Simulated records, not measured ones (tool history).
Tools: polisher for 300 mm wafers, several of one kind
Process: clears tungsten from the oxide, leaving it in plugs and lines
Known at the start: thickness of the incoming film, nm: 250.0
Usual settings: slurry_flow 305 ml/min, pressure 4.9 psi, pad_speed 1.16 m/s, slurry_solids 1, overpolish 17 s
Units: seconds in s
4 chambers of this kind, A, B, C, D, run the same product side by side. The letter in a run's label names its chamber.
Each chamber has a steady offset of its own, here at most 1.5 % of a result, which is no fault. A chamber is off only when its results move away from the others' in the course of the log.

run    day  slurry_flow  pressure  pad_speed  slurry_solids  overpolish  wafers polished on this pad  hours since the slurry nozzle was cleaned  hours since the head pressure was calibrated  hours since the slurry blender was calibrated  hours since the slurry got fresh peroxide  seconds
 1D  0.196          305       4.9       1.16              1          17                           73                                        296                                         478.4                                          129.5                                       11.7   28.743
     0.275  -- chamber A: slurry nozzle cleaned
 2B  0.388          305       4.9       1.16              1          17                          773                                      183.5                                           308                                          280.1                                       43.5   28.753
     0.575  -- chamber C: worn pad replaced by a new one
 3C  0.612          305       4.9       1.16              1          17                            8                                      165.7                                         288.9                                          123.2                                       91.4   28.375
     0.646  -- chamber A: worn pad replaced by a new one
     0.675  -- chamber B: slurry blender recalibrated
 4A  0.938          305       4.9       1.16              1          17                           68                                         16                                          90.7                                          114.3                                       29.5   28.649
 5B   1.15          305       3.3       1.16           1.15          17                          952                                      201.8                                         326.3                                           11.4                                       61.8   41.345
     1.375  -- chamber B: worn pad replaced by a new one
 6A  1.383          305       3.3       1.16           1.15          17                          173                                       26.7                                         101.4                                            125                                       40.2   40.528
     1.471  -- chamber C: slurry blender recalibrated
 7D  1.612          305       3.3       1.16           1.15          17                          405                                        330                                         512.4                                          163.5                                       45.7   41.367
 8C  1.775          305       3.3       1.16           1.15          17                          281                                      193.6                                         316.8                                            7.3                                      119.3   41.489
 9D  2.029          305       4.9       1.16              1          17                          503                                        340                                         522.4                                          173.5                                       55.7   29.441
     2.217  -- chamber B: slurry tank refilled with fresh slurry and peroxide
10B  2.217          305       4.9       1.16              1          17                          197                                      227.4                                         351.9                                             37                                          0   28.548
     2.279  -- chamber D: worn pad replaced by a new one
     2.371  -- chamber A: slurry tank refilled with fresh slurry and peroxide
11C  2.433          305       4.9       1.16              1          17                          436                                      209.4                                         332.6                                           23.1                                      135.1   27.898
     2.617  -- chamber C: worn pad replaced by a new one
12A  2.667          305       4.9       1.16              1          17                          474                                       57.5                                         132.2                                          155.8                                        7.1   28.878
13A  2.962          305       4.9       1.16              1          17                          544                                       64.6                                         139.3                                          162.9                                       14.2   28.344
     2.983  -- chamber B: head pressure recalibrated
14C  3.133          305       4.9       1.16              1          17                          121                                      226.2                                         349.4                                           39.9                                      151.9   29.045
15B   3.35          305       4.9       1.16              1          17                          463                                      254.6                                           8.9                                           64.2                                       27.2   28.516
     3.525  -- chamber A: worn pad replaced by a new one
16D  3.621          305       4.9       1.16              1          17                          315                                      378.2                                         560.6                                          211.7                                       93.9   30.284
     3.746  -- chamber B: slurry nozzle cleaned
17A  3.942          305       4.9       1.16              1          17                           98                                       88.1                                         162.8                                          186.4                                       37.7   28.634
18C  4.208          305       4.9       1.16              1          17                          373                                        252                                         375.2                                           65.7                                      177.7   28.745
19D  4.358          305       4.9       1.16              1          17                          488                                      395.9                                         578.3                                          229.4                                      111.6   30.619
20B  4.604          305       4.9       1.16              1          17                          758                                       20.7                                            39                                           94.3                                       57.3   28.579
     4.729  -- chamber C: slurry tank refilled with fresh slurry and peroxide
     4.729  -- chamber D: worn pad replaced by a new one
     4.808  -- chamber A: slurry tank refilled with fresh slurry and peroxide
21A  4.925          220       4.9       1.16              1          17                          328                                      111.7                                         186.4                                            210                                        2.9   29.302
     5.108  -- chamber C: worn pad replaced by a new one
22C  5.221          220       4.9       1.16              1          17                           27                                      276.3                                         399.5                                             90                                       11.8   29.216
23B  5.483          220       4.9       1.16              1          17                          964                                       41.8                                          60.1                                          115.4                                       78.4   29.742
24D  5.671          220       4.9       1.16              1          17                          221                                      427.4                                         609.8                                          260.9                                      143.1   33.271
25D  5.821          305       4.9          1              1          17                          256                                        431                                         613.4                                          264.5                                      146.7   36.824
26C  6.054          305       4.9          1              1          17                          222                                      296.3                                         419.5                                            110                                       31.8   33.092
     6.075  -- chamber B: slurry tank refilled with fresh slurry and peroxide
27B  6.275          305       4.9          1              1          17                         1150                                       60.8                                          79.1                                          134.4                                        4.8    33.91
28A   6.55          305       4.9          1              1          17                          710                                      150.7                                         225.4                                            249                                       41.9   32.895
     6.554  -- chamber B: worn pad replaced by a new one
29D  6.704          305       4.9       1.16              1          17                          464                                      452.2                                         634.6                                          285.7                                      167.9   32.809
30B  6.979          305       4.9       1.16              1          17                          100                                       77.7                                            96                                          151.3                                       21.7   27.817
     7.083  -- chamber A: worn pad replaced by a new one
     7.271  -- chamber D: worn pad replaced by a new one
31A    7.3          305       4.9       1.16              1          17                           51                                      168.7                                         243.4                                            267                                       59.9   29.223
      7.45  -- chamber C: worn pad replaced by a new one
32C  7.492          305       4.9       1.16              1          17                           10                                      330.8                                           454                                          144.5                                       66.3   29.139
33D  7.804          305       4.9       1.16              1          17                          126                                      478.6                                           661                                          312.1                                      194.3   33.941

All 4 chambers run these settings next. Forecast each chamber's results:
34A  8.046          305       4.9       1.16              1          17                                                                                                                                                                                                                        ?
34B  8.046          305       4.9       1.16              1          17                                                                                                                                                                                                                        ?
34C  8.046          305       4.9       1.16              1          17                                                                                                                                                                                                                        ?
34D  8.046          305       4.9       1.16              1          17                                                                                                                                                                                                                        ?

run  seconds
34A   28.344
34B    28.23
34C    28.45
34D   34.072

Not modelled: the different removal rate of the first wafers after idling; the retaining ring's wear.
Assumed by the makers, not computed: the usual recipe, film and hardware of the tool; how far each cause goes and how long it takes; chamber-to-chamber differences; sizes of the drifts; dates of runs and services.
